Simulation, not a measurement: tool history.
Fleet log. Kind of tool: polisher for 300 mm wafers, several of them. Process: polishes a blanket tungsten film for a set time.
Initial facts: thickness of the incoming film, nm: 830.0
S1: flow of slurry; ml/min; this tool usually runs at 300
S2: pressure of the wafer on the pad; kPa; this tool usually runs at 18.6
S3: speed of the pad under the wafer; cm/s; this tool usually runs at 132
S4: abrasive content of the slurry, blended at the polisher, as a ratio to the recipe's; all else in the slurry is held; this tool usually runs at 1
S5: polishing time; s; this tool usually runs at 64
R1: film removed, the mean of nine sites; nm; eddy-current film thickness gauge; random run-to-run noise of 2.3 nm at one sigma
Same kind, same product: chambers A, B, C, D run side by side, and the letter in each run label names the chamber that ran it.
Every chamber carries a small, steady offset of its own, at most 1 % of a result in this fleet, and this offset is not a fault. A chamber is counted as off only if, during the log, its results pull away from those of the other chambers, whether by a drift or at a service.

| run | day | S1 | S2 | S3 | S4 | S5 | R1 |
|---|---|---|---|---|---|---|---|
|  | 0.092 | chamber D: slurry tank refilled with fresh slurry and peroxide |
| 1B | 0.333 | 300 | 18.6 | 132 | 1 | 64 | 310.14 |
|  | 0.554 | chamber C: worn pad replaced by a new one |
|  | 0.692 | chamber D: worn pad replaced by a new one |
| 2C | 0.804 | 300 | 18.6 | 132 | 1 | 64 | 308.90 |
|  | 1.012 | chamber C: slurry tank refilled with fresh slurry and peroxide |
| 3A | 1.142 | 300 | 18.6 | 132 | 1 | 64 | 307.85 |
| 4D | 1.633 | 300 | 18.6 | 132 | 1 | 64 | 311.38 |
| 5D | 2.117 | 300 | 18.6 | 132 | 1 | 64 | 308.60 |
|  | 2.188 | chamber A: slurry tank refilled with fresh slurry and peroxide |
|  | 2.317 | chamber A: worn pad replaced by a new one |
| 6A | 2.538 | 300 | 18.6 | 132 | 1 | 64 | 304.31 |
| 7C | 2.783 | 300 | 18.6 | 132 | 1 | 64 | 309.57 |
|  | 2.921 | chamber B: slurry tank refilled with fresh slurry and peroxide |
|  | 3.067 | chamber D: slurry tank refilled with fresh slurry and peroxide |
| 8B | 3.271 | 300 | 18.6 | 132 | 1 | 64 | 304.96 |
|  | 3.283 | chamber D: slurry blender recalibrated |
|  | 3.383 | chamber D: worn pad replaced by a new one |
|  | 3.533 | chamber B: slurry blender recalibrated |
| 9D | 3.825 | 300 | 18.6 | 132 | 1 | 64 | 311.79 |
| 10C | 4.258 | 300 | 18.6 | 132 | 1 | 64 | 307.57 |
| 11B | 4.675 | 300 | 18.6 | 132 | 1 | 64 | 297.80 |
|  | 4.808 | chamber A: slurry nozzle cleaned |
| 12A | 5.167 | 300 | 18.6 | 132 | 1 | 64 | 308.00 |
|  | 5.262 | chamber C: worn pad replaced by a new one |
| 13A | 5.588 | 300 | 18.6 | 132 | 1 | 64 | 308.32 |
|  | 5.612 | chamber D: worn pad replaced by a new one |
| 14D | 5.842 | 300 | 18.6 | 132 | 1 | 64 | 313.43 |
|  | 5.883 | chamber C: slurry tank refilled with fresh slurry and peroxide |
|  | 6.046 | chamber D: slurry tank refilled with fresh slurry and peroxide |
| 15C | 6.167 | 300 | 18.6 | 132 | 1 | 64 | 309.07 |
|  | 6.192 | chamber A: slurry tank refilled with fresh slurry and peroxide |
| 16B | 6.646 | 300 | 18.6 | 132 | 1 | 64 | 295.79 |
| 17D | 6.900 | 300 | 18.6 | 132 | 1 | 64 | 310.36 |
|  | 6.967 | chamber A: worn pad replaced by a new one |
| 18C | 7.279 | 300 | 18.6 | 132 | 1 | 64 | 307.09 |
|  | 7.346 | chamber B: head pressure recalibrated |
| 19B | 7.758 | 300 | 18.6 | 132 | 1 | 64 | 292.57 |
|  | 7.779 | chamber C: slurry nozzle cleaned |
| 20A | 8.200 | 300 | 18.6 | 132 | 1 | 64 | 306.34 |
|  | 8.233 | chamber D: worn pad replaced by a new one |
| 21C | 8.475 | 300 | 18.6 | 132 | 1 | 64 | 309.84 |
| 22A | 8.729 | 300 | 18.6 | 132 | 1 | 64 | 305.83 |
|  | 8.946 | chamber D: slurry tank refilled with fresh slurry and peroxide |
|  | 9.188 | chamber D: slurry blender recalibrated |
| 23D | 9.221 | 300 | 18.6 | 132 | 1 | 64 | 306.43 |
| 24B | 9.575 | 300 | 18.6 | 132 | 1 | 44 | 198.10 |
| 25B | 9.992 | 300 | 18.6 | 132 | 1 | 44 | 198.18 |
|  | 10.196 | chamber C: slurry blender recalibrated |
| 26C | 10.242 | 300 | 18.6 | 132 | 1 | 44 | 213.18 |

The same settings go to every chamber for the next run, one line per chamber below. Forecast the results for each:
| 27A | 10.638 | 300 | 18.6 | 132 | 1 | 64 | ? |
| 27B | 10.638 | 300 | 18.6 | 132 | 1 | 64 | ? |
| 27C | 10.638 | 300 | 18.6 | 132 | 1 | 64 | ? |
| 27D | 10.638 | 300 | 18.6 | 132 | 1 | 64 | ? |

| run | R1 |
|---|---|
| 27A | 306.93 |
| 27B | 290.15 |
| 27C | 308.74 |
| 27D | 311.04 |

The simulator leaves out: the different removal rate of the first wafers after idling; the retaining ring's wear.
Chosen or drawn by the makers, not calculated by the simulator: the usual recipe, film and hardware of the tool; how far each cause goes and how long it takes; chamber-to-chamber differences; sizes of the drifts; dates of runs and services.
